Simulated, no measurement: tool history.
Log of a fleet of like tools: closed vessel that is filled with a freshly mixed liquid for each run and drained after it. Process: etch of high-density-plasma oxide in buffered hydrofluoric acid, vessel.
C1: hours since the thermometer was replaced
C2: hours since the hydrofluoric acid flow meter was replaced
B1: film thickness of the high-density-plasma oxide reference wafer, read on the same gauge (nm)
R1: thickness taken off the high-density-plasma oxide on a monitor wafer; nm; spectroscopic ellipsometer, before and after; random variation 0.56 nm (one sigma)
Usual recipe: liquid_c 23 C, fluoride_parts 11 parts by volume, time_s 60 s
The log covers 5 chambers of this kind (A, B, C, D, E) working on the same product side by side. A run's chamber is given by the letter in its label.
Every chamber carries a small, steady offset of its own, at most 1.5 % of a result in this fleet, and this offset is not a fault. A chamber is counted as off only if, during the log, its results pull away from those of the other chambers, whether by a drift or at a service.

{"run": "1C", "hour": 9.8, "liquid_c": 23, "fluoride_parts": 11, "time_s": 60, "C1": 297.7, "C2": 1444.4, "B1": 59.995, "R1": 85.989}
{"run": "2D", "hour": 21.2, "liquid_c": 23, "fluoride_parts": 11, "time_s": 60, "C1": 271.6, "C2": 823.9, "B1": 59.982, "R1": 87.898}
{"run": "3A", "hour": 36.7, "liquid_c": 23, "fluoride_parts": 11, "time_s": 60, "C1": 896.2, "C2": 406.7, "B1": 60.006, "R1": 86.878}
{"run": "4B", "hour": 52.0, "liquid_c": 23, "fluoride_parts": 11, "time_s": 60, "C1": 135.4, "C2": 59.9, "B1": 60.002, "R1": 86.342}
{"run": "5E", "hour": 64.1, "liquid_c": 23, "fluoride_parts": 11, "time_s": 60, "C1": 1243.9, "C2": 255.9, "B1": 59.985, "R1": 87.717}
{"run": "6A", "hour": 72.5, "liquid_c": 23, "fluoride_parts": 11, "time_s": 60, "C1": 932.0, "C2": 442.5, "B1": 60.023, "R1": 87.733}
{"run": "7C", "hour": 81.9, "liquid_c": 23, "fluoride_parts": 11, "time_s": 60, "C1": 369.8, "C2": 1516.5, "B1": 60.006, "R1": 86.822}
{"run": "8B", "hour": 95.0, "liquid_c": 23, "fluoride_parts": 11, "time_s": 60, "C1": 178.4, "C2": 102.9, "B1": 60.009, "R1": 86.989}
{"run": "9E", "hour": 107.8, "liquid_c": 23, "fluoride_parts": 13, "time_s": 35, "C1": 1287.6, "C2": 299.6, "B1": 60.0, "R1": 43.353}
{"run": "10D", "hour": 118.3, "liquid_c": 23, "fluoride_parts": 13, "time_s": 35, "C1": 368.7, "C2": 921.0, "B1": 59.99, "R1": 43.939}
{"run": "11C", "hour": 129.4, "liquid_c": 23, "fluoride_parts": 13, "time_s": 35, "C1": 417.3, "C2": 1564.0, "B1": 59.996, "R1": 42.712}
{"run": "12B", "hour": 140.2, "liquid_c": 23, "fluoride_parts": 13, "time_s": 35, "C1": 223.6, "C2": 148.1, "B1": 59.997, "R1": 43.384}
{"run": "13D", "hour": 151.3, "liquid_c": 23, "fluoride_parts": 13, "time_s": 35, "C1": 401.7, "C2": 954.0, "B1": 60.005, "R1": 44.614}
{"run": "14E", "hour": 162.3, "liquid_c": 23, "fluoride_parts": 11, "time_s": 60, "C1": 1342.1, "C2": 354.1, "B1": 59.995, "R1": 87.587}
{"run": "15A", "hour": 174.4, "liquid_c": 23, "fluoride_parts": 11, "time_s": 60, "C1": 1033.9, "C2": 544.4, "B1": 60.014, "R1": 86.819}
{"run": "16B", "hour": 186.2, "liquid_c": 23, "fluoride_parts": 11, "time_s": 60, "C1": 269.6, "C2": 194.1, "B1": 60.005, "R1": 87.1}
{"run": "17A", "hour": 197.6, "liquid_c": 23, "fluoride_parts": 11, "time_s": 60, "C1": 1057.1, "C2": 567.6, "B1": 59.993, "R1": 87.61}
{"run": "18E", "hour": 204.8, "liquid_c": 23, "fluoride_parts": 11, "time_s": 60, "C1": 1384.6, "C2": 396.6, "B1": 59.99, "R1": 86.721}
{"run": "19D", "hour": 215.0, "liquid_c": 23, "fluoride_parts": 11, "time_s": 60, "C1": 465.4, "C2": 1017.7, "B1": 60.01, "R1": 91.017}
{"run": "20C", "hour": 230.7, "liquid_c": 23, "fluoride_parts": 11, "time_s": 60, "C1": 518.6, "C2": 1665.3, "B1": 60.0, "R1": 87.176}
{"run": "21B", "hour": 238.2, "liquid_c": 23, "fluoride_parts": 11, "time_s": 60, "C1": 321.6, "C2": 246.1, "B1": 59.999, "R1": 86.803}
{"run": "22A", "hour": 250.8, "liquid_c": 23, "fluoride_parts": 11, "time_s": 60, "C1": 1110.3, "C2": 620.8, "B1": 59.994, "R1": 87.457}
{"run": "23D", "hour": 265.0, "liquid_c": 23, "fluoride_parts": 11, "time_s": 60, "C1": 515.4, "C2": 1067.7, "B1": 60.017, "R1": 91.32}
{"run": "24E", "hour": 279.2, "liquid_c": 23, "fluoride_parts": 11, "time_s": 60, "C1": 1459.0, "C2": 471.0, "B1": 59.992, "R1": 88.187}
{"run": "25C", "hour": 290.1, "liquid_c": 23, "fluoride_parts": 11, "time_s": 60, "C1": 578.0, "C2": 1724.7, "B1": 60.004, "R1": 86.009}
{"run": "26C", "hour": 302.9, "liquid_c": 23, "fluoride_parts": 11, "time_s": 60, "C1": 590.8, "C2": 1737.5, "B1": 59.994, "R1": 86.053}
{"run": "27E", "hour": 310.9, "liquid_c": 23, "fluoride_parts": 11, "time_s": 60, "C1": 1490.7, "C2": 502.7, "B1": 60.004, "R1": 86.41}
{"hour": 316.6, "done": "chamber C: hydrofluoric acid flow meter replaced"}
{"run": "28D", "hour": 320.2, "liquid_c": 23, "fluoride_parts": 11, "time_s": 60, "C1": 570.6, "C2": 1122.9, "B1": 59.984, "R1": 93.041}
{"run": "29B", "hour": 327.4, "liquid_c": 23, "fluoride_parts": 11, "time_s": 60, "C1": 410.8, "C2": 335.3, "B1": 59.974, "R1": 86.702}
{"run": "30A", "hour": 337.8, "liquid_c": 23, "fluoride_parts": 11, "time_s": 60, "C1": 1197.3, "C2": 707.8, "B1": 59.986, "R1": 87.72}
{"run": "31B", "hour": 348.3, "liquid_c": 23, "fluoride_parts": 11, "time_s": 60, "C1": 431.7, "C2": 356.2, "B1": 59.998, "R1": 87.463}
{"run": "32E", "hour": 360.2, "liquid_c": 23, "fluoride_parts": 11, "time_s": 60, "C1": 1540.0, "C2": 552.0, "B1": 59.987, "R1": 87.02}
{"run": "33D", "hour": 371.0, "liquid_c": 23, "fluoride_parts": 11, "time_s": 60, "C1": 621.4, "C2": 1173.7, "B1": 60.0, "R1": 92.237}
{"run": "34C", "hour": 383.7, "liquid_c": 23, "fluoride_parts": 11, "time_s": 60, "C1": 671.6, "C2": 67.1, "B1": 60.009, "R1": 87.126}
{"run": "35A", "hour": 394.8, "liquid_c": 23, "fluoride_parts": 11, "time_s": 60, "C1": 1254.3, "C2": 764.8, "B1": 60.001, "R1": 87.155}
{"run": "36D", "hour": 408.9, "liquid_c": 23, "fluoride_parts": 11, "time_s": 60, "C1": 659.3, "C2": 1211.6, "B1": 59.992, "R1": 93.067}
{"run": "37C", "hour": 415.8, "liquid_c": 23, "fluoride_parts": 11, "time_s": 60, "C1": 703.7, "C2": 99.2, "B1": 59.995, "R1": 87.732}
{"run": "38A", "hour": 427.7, "liquid_c": 23, "fluoride_parts": 11, "time_s": 60, "C1": 1287.2, "C2": 797.7, "B1": 60.002, "R1": 87.541}
{"hour": 437.6, "done": "chamber A: thermometer replaced"}
{"run": "39B", "hour": 443.1, "liquid_c": 25, "fluoride_parts": 11, "time_s": 80, "C1": 526.5, "C2": 451.0, "B1": 60.018, "R1": 128.47}
{"hour": 451.1, "done": "chamber E: hydrofluoric acid flow meter replaced"}
{"run": "40E", "hour": 452.6, "liquid_c": 25, "fluoride_parts": 11, "time_s": 80, "C1": 1632.4, "C2": 1.6, "B1": 60.005, "R1": 130.8}
{"run": "41A", "hour": 459.7, "liquid_c": 25, "fluoride_parts": 11, "time_s": 80, "C1": 22.2, "C2": 829.7, "B1": 60.024, "R1": 130.71}
{"run": "42D", "hour": 470.9, "liquid_c": 25, "fluoride_parts": 11, "time_s": 80, "C1": 721.3, "C2": 1273.6, "B1": 60.006, "R1": 140.58}
{"run": "43E", "hour": 478.5, "liquid_c": 25, "fluoride_parts": 11, "time_s": 80, "C1": 1658.3, "C2": 27.5, "B1": 59.989, "R1": 130.63}

Predict what each chamber gives when all 5 of them run the settings below next.
{"run": "44A", "hour": 489.8, "liquid_c": 23, "fluoride_parts": 14, "time_s": 60, "R1": "?"}
{"run": "44B", "hour": 489.8, "liquid_c": 23, "fluoride_parts": 14, "time_s": 60, "R1": "?"}
{"run": "44C", "hour": 489.8, "liquid_c": 23, "fluoride_parts": 14, "time_s": 60, "R1": "?"}
{"run": "44D", "hour": 489.8, "liquid_c": 23, "fluoride_parts": 14, "time_s": 60, "R1": "?"}
{"run": "44E", "hour": 489.8, "liquid_c": 23, "fluoride_parts": 14, "time_s": 60, "R1": "?"}

run=44A R1=68.853
run=44B R1=68.921
run=44C R1=68.437
run=44D R1=75.475
run=44E R1=68.943
